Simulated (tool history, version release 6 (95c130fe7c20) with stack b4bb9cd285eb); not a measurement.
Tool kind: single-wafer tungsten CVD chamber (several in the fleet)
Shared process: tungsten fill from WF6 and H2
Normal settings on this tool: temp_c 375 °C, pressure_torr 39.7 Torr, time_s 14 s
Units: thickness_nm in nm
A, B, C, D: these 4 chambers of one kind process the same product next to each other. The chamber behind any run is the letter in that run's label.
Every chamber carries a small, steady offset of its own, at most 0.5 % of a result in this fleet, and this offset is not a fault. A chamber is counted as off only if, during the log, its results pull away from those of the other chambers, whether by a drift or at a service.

| run | day | temp_c | pressure_torr | time_s | read-back reference wafer on the same gauge, thickness_nm | thickness_nm |
|---|---|---|---|---|---|---|
| 1A | 0.154 | 375 | 39.7 | 14 | 26.709 | 28.288 |
| 2B | 0.354 | 375 | 39.7 | 14 | 26.72 | 28.816 |
| 3D | 0.504 | 375 | 39.7 | 14 | 26.714 | 28.451 |
| 4C | 0.783 | 375 | 39.7 | 14 | 26.708 | 28.156 |
| 5D | 1.012 | 375 | 39.7 | 14 | 26.739 | 28.319 |
| 6B | 1.246 | 375 | 39.7 | 14 | 26.716 | 28.554 |
| 7A | 1.567 | 375 | 39.7 | 14 | 26.719 | 28.204 |
| 8C | 1.754 | 375 | 39.7 | 14 | 26.708 | 28.369 |
| 9D | 2.008 | 375 | 39.7 | 14 | 26.676 | 28.513 |
| 10C | 2.208 | 375 | 39.7 | 14 | 26.695 | 28.304 |
| 11B | 2.417 | 375 | 39.7 | 14 | 26.684 | 28.552 |
| 12A | 2.608 | 375 | 39.7 | 14 | 26.717 | 28.219 |
| 13A | 2.871 | 375 | 39.7 | 14 | 26.68 | 28.172 |
| 14D | 3.079 | 375 | 39.7 | 14 | 26.683 | 28.381 |
| 15C | 3.358 | 375 | 39.7 | 14 | 26.679 | 28.123 |
| 16B | 3.554 | 375 | 39.7 | 14 | 26.69 | 28.531 |
| 17C | 3.762 | 375 | 39.7 | 14 | 26.686 | 28.443 |
| 18A | 4.058 | 375 | 39.7 | 14 | 26.674 | 27.838 |
| 19D | 4.238 | 375 | 47 | 16.1 | 26.694 | 35.469 |
| 20B | 4.462 | 375 | 47 | 16.1 | 26.672 | 35.307 |
| 21B | 4.729 | 375 | 47 | 16.1 | 26.714 | 35.442 |
| 22D | 4.867 | 375 | 47 | 16.1 | 26.711 | 35.314 |
| 23A | 5.058 | 375 | 39.7 | 14 | 26.708 | 27.839 |
| 24C | 5.283 | 375 | 39.7 | 14 | 26.702 | 28.206 |
| 25C | 5.608 | 375 | 39.7 | 14 | 26.685 | 28.451 |
| 26D | 5.908 | 375 | 39.7 | 14 | 26.691 | 28.69 |
| 27A | 6.204 | 375 | 39.7 | 14 | 26.733 | 27.99 |
| 28B | 6.421 | 375 | 39.7 | 14 | 26.699 | 28.608 |
| 29A | 6.604 | 375 | 39.7 | 14 | 26.7 | 27.707 |
| 30B | 6.833 | 375 | 39.7 | 14 | 26.683 | 28.629 |
|  | 6.896 | chamber C: capacitance manometer re-zeroed and calibrated |
| 31D | 7.042 | 375 | 39.7 | 14 | 26.667 | 28.565 |
| 32C | 7.288 | 375 | 39.7 | 14 | 26.661 | 28.289 |
| 33D | 7.588 | 375 | 39.7 | 14 | 26.698 | 28.417 |
| 34A | 7.9 | 375 | 39.7 | 14 | 26.705 | 27.549 |
| 35C | 8.175 | 375 | 39.7 | 14 | 26.723 | 28.314 |
| 36B | 8.375 | 375 | 39.7 | 14 | 26.716 | 28.461 |
| 37C | 8.562 | 375 | 39.7 | 14 | 26.74 | 28.245 |
| 38D | 8.842 | 375 | 39.7 | 14 | 26.663 | 28.478 |
| 39B | 9.133 | 375 | 39.7 | 13.1 | 26.711 | 26.716 |
| 40A | 9.429 | 375 | 39.7 | 13.1 | 26.718 | 25.715 |
| 41A | 9.721 | 375 | 39.7 | 13.1 | 26.706 | 25.763 |
| 42B | 9.958 | 375 | 39.7 | 13.1 | 26.701 | 26.738 |
| 43D | 10.142 | 375 | 39.7 | 14 | 26.709 | 28.557 |
| 44C | 10.412 | 375 | 39.7 | 14 | 26.725 | 28.281 |

All 4 chambers run these settings next. Forecast each chamber's results:
| 45A | 10.642 | 375 | 39.7 | 14 |  | ? |
| 45B | 10.642 | 375 | 39.7 | 14 |  | ? |
| 45C | 10.642 | 375 | 39.7 | 14 |  | ? |
| 45D | 10.642 | 375 | 39.7 | 14 |  | ? |

| run | thickness_nm |
|---|---|
| 45A | 27.503 |
| 45B | 28.447 |
| 45C | 28.299 |
| 45D | 28.309 |
